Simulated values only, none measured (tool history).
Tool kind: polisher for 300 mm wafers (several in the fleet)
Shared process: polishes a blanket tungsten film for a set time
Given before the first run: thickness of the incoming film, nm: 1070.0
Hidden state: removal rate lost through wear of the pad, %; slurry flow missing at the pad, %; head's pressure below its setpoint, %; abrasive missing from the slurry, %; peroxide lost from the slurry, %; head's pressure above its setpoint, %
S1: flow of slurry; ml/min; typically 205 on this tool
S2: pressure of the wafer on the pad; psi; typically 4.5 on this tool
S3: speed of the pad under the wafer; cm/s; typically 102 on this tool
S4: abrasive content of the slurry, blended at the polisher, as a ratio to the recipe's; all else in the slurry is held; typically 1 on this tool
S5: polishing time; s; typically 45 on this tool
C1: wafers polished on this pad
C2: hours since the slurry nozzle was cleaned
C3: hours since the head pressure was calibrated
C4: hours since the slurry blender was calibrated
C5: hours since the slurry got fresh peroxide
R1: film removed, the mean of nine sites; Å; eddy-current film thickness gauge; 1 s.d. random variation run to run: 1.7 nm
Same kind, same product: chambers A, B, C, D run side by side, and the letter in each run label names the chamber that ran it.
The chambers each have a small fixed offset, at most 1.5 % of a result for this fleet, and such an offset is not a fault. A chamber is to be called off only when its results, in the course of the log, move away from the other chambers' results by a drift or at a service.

run,hour,S1,S2,S3,S4,S5,C1,C2,C3,C4,C5,R1
1A,7.4,205,4.5,102,1,45,739,125.9,105.0,155.7,51.5,2453.7
# hour 11.8: chamber B: worn pad replaced by a new one
# hour 13.3: chamber B: slurry tank refilled with fresh slurry and peroxide
2C,13.4,205,4.5,102,1,45,275,558.8,143.3,300.5,50.0,2437.0
3B,19.7,205,4.5,102,1,45,129,54.4,901.4,76.7,6.5,2427.3
# hour 23.4: chamber D: head pressure recalibrated
4D,30.4,205,4.5,102,1,45,538,524.6,7.0,202.0,65.0,2437.2
5A,42.0,205,6.0,102,1,45,1303,160.5,139.6,190.3,86.1,3243.9
# hour 43.8: chamber D: slurry tank refilled with fresh slurry and peroxide
# hour 44.1: chamber C: slurry tank refilled with fresh slurry and peroxide
# hour 46.0: chamber A: slurry tank refilled with fresh slurry and peroxide
# hour 46.6: chamber D: worn pad replaced by a new one
6B,49.2,205,6.0,102,1,45,610,83.9,930.9,106.2,36.0,3281.5
# hour 54.1: chamber B: worn pad replaced by a new one
7D,57.2,205,6.0,102,1,45,173,551.4,33.8,228.8,13.5,3296.9
# hour 57.4: chamber A: worn pad replaced by a new one
# hour 57.6: chamber C: slurry nozzle cleaned
8C,68.3,205,6.0,102,1,45,1170,10.7,198.2,355.4,24.3,3250.7
# hour 74.0: chamber B: slurry blender recalibrated
9B,78.8,205,4.5,102,1,45,404,113.5,960.5,4.8,65.6,2490.9
10D,87.1,205,4.5,102,1,45,660,581.3,63.7,258.7,43.4,2496.3
# hour 93.1: chamber C: worn pad replaced by a new one
11C,96.6,205,4.5,102,1,45,57,39.0,226.5,383.7,52.6,2410.1
# hour 101.5: chamber D: worn pad replaced by a new one
# hour 103.0: chamber B: worn pad replaced by a new one
12A,108.2,205,4.5,124,1,39,829,226.7,205.8,256.5,62.2,2532.3
# hour 113.7: chamber D: slurry tank refilled with fresh slurry and peroxide
13B,119.0,205,4.5,124,1,39,261,153.7,1000.7,45.0,105.8,2604.5
# hour 121.1: chamber C: slurry tank refilled with fresh slurry and peroxide
# hour 124.9: chamber A: slurry blender recalibrated
14D,128.2,205,4.5,124,1,39,436,622.4,104.8,299.8,14.6,2658.4
# hour 136.7: chamber C: slurry blender recalibrated
15A,139.0,205,4.5,124,1,39,1332,257.5,236.6,14.1,93.0,2501.8
# hour 144.0: chamber A: worn pad replaced by a new one
16C,144.9,205,4.5,102,1,45,844,87.3,274.8,8.3,23.9,2427.9
17B,153.1,205,4.5,102,1,45,817,187.8,1034.8,79.1,139.9,2481.4
# hour 153.8: chamber A: slurry tank refilled with fresh slurry and peroxide
# hour 155.7: chamber B: worn pad replaced by a new one
18A,160.1,205,4.5,102,1,45,264,278.6,257.7,35.2,6.3,2335.3
# hour 161.9: chamber D: worn pad replaced by a new one
19C,166.7,205,4.5,102,1,45,1200,109.1,296.6,30.1,45.7,2421.5
# hour 167.3: chamber B: slurry tank refilled with fresh slurry and peroxide
20D,174.8,205,4.5,102,1,45,210,669.0,151.4,346.4,61.2,2460.0
# hour 175.2: chamber C: worn pad replaced by a new one
21C,180.3,205,4.5,102,1,39,83,122.7,310.2,43.7,59.3,2105.6
# hour 182.7: chamber C: slurry tank refilled with fresh slurry and peroxide
# hour 185.2: chamber B: slurry blender recalibrated
# hour 190.2: chamber A: slurry nozzle cleaned
# hour 190.7: chamber D: slurry tank refilled with fresh slurry and peroxide
22B,191.0,205,4.5,102,1,39,577,225.7,1072.7,5.8,23.8,2162.2
# hour 196.5: chamber D: slurry nozzle cleaned
# hour 202.0: chamber B: worn pad replaced by a new one
23D,202.5,205,4.5,102,1,39,662,6.0,179.1,374.1,11.9,2155.6
24A,213.4,205,4.5,102,1,39,1133,23.2,311.0,88.5,59.6,2011.4
# hour 216.0: chamber D: worn pad replaced by a new one
25C,222.8,205,4.5,102,1,45,777,165.2,352.7,86.2,40.1,2423.3
# hour 227.3: chamber A: worn pad replaced by a new one
26B,234.0,205,4.5,102,1,45,522,268.7,1115.7,48.8,66.8,2485.3
27D,242.9,205,4.5,102,1,45,439,46.4,219.5,414.5,52.3,2478.4
28A,248.4,205,4.5,102,1,45,344,58.2,346.0,123.5,94.6,2279.4

Read the log: is a single chamber off, either drifting away or since a service, is the gauge that measures every chamber drifting, or is nothing wrong beyond small per-chamber offsets? Name any odd chamber and what most likely caused it.

Little by little, chamber A moves away from the other chambers.
Likeliest cause: head's pressure below its setpoint, % = 8.35.

Which of the 4 candidates below, each the usual settings with something changed and its results left as question marks, puts chamber A back in line with what the other chambers give on the usual settings?
In line means no further than this from the other chambers' mean on the usual settings: R1 60.0 Å
29A-1,256.8,205,4.3,98,1,45,,,,,,?
29A-2,256.8,205,4.3,96,1,42,,,,,,?
29A-3,256.8,205,4.8,108,1,48,,,,,,?
29A-4,256.8,205,4.6,106,1,46,,,,,,?

What the other chambers average on the usual settings: R1 2459.4 Å
run,R1
29A-1,2086.6
29A-2,1907.7
29A-3,2735.2
29A-4,2466.5
It is 29A-4 that realigns the chamber with its peers.

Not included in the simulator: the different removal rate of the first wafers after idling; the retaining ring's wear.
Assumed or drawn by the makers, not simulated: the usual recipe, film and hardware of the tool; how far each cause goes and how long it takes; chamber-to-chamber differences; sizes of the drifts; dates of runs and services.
